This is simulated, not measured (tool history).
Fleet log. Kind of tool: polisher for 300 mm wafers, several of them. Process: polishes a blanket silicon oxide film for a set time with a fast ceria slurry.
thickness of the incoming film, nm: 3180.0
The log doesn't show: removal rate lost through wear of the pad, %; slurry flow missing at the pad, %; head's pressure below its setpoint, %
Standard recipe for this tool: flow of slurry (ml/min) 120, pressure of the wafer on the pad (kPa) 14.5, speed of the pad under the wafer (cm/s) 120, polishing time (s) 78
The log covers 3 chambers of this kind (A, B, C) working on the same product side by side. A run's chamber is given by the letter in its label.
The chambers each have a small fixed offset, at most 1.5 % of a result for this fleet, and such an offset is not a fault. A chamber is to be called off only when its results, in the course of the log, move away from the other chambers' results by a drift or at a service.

run,hour,flow of slurry (ml/min),pressure of the wafer on the pad (kPa),speed of the pad under the wafer (cm/s),polishing time (s),wafers polished on this pad,hours since the slurry nozzle was cleaned,hours since the head pressure was calibrated,film removed (nm)
1B,5.7,120,14.5,120,78,1008,244.2,408.3,1276.1
2C,11.9,120,14.5,120,78,377,461.3,326.3,1309.9
3A,19.8,120,14.5,120,78,195,183.9,1354.9,1301.9
4B,23.9,120,14.5,120,78,1129,262.4,426.5,1287
5C,30.3,120,14.5,120,78,499,479.7,344.7,1315.6
# hour 34.1: chamber C: worn pad replaced by a new one
6A,38,120,14.5,120,78,316,202.1,1373.1,1314.6
7C,43.8,120,14.5,120,78,64,493.2,358.2,1297.6
8B,51.5,120,14.5,120,78,1313,290,454.1,1288.9
# hour 55.5: chamber B: worn pad replaced by a new one
# hour 56: chamber A: head pressure recalibrated
9A,59.4,120,14.5,120,78,459,223.5,3.5,1166
10C,64.5,120,14.5,120,78,202,513.9,378.9,1308.9
11B,71.9,120,14.5,120,78,109,310.4,474.5,1285.1
# hour 72.3: chamber A: worn pad replaced by a new one
12A,80.1,120,14.5,120,78,52,244.2,24.2,1176.3
13A,83.8,120,14.5,120,78,76,247.9,27.9,1173
14C,87.8,120,14.5,120,78,357,537.2,402.2,1312.2
15B,94.8,120,14.5,120,78,262,333.3,497.4,1288.2
16B,101.8,120,14.5,120,78,308,340.3,504.4,1282
17A,105.7,140,14.5,120,78,222,269.8,49.8,1207.8
18C,110.3,140,14.5,120,78,507,559.7,424.7,1367.8
# hour 112.7: chamber C: worn pad replaced by a new one
19A,116.7,140,14.5,120,78,295,280.8,60.8,1210.1
20C,122.4,120,14.5,120,78,64,571.8,436.8,1319.2
21B,127.2,120,14.5,120,78,477,365.7,529.8,1295.4

Is one chamber off against the others, does the gauge drift, or is nothing wrong? If a chamber is off, say which, and what the likeliest cause is.

A service left chamber A off against the others.
Likeliest cause: head's pressure below its setpoint, % = 9.47.

Chamber A could run next with any of the 4 candidate recipes listed below; each alters the usual settings, and their results appear as question marks. Which one brings its results back in line with what the other chambers deliver on the usual settings?
To be in line, a result may differ from the other chambers' mean on the usual settings by at most: film removed (nm) 35
22A-1,133.2,120,14.5,122,80,,,,?
22A-2,133.2,120,13.8,116,76,,,,?
22A-3,133.2,120,14.5,118,76,,,,?
22A-4,133.2,120,14.5,126,82,,,,?

Other chambers, usual settings, mean: film removed (nm) 1296.3
run,film removed (nm)
22A-1,1224.1
22A-2,1053.7
22A-3,1125.1
22A-4,1295.5
22A-4 brings the chamber back in line.
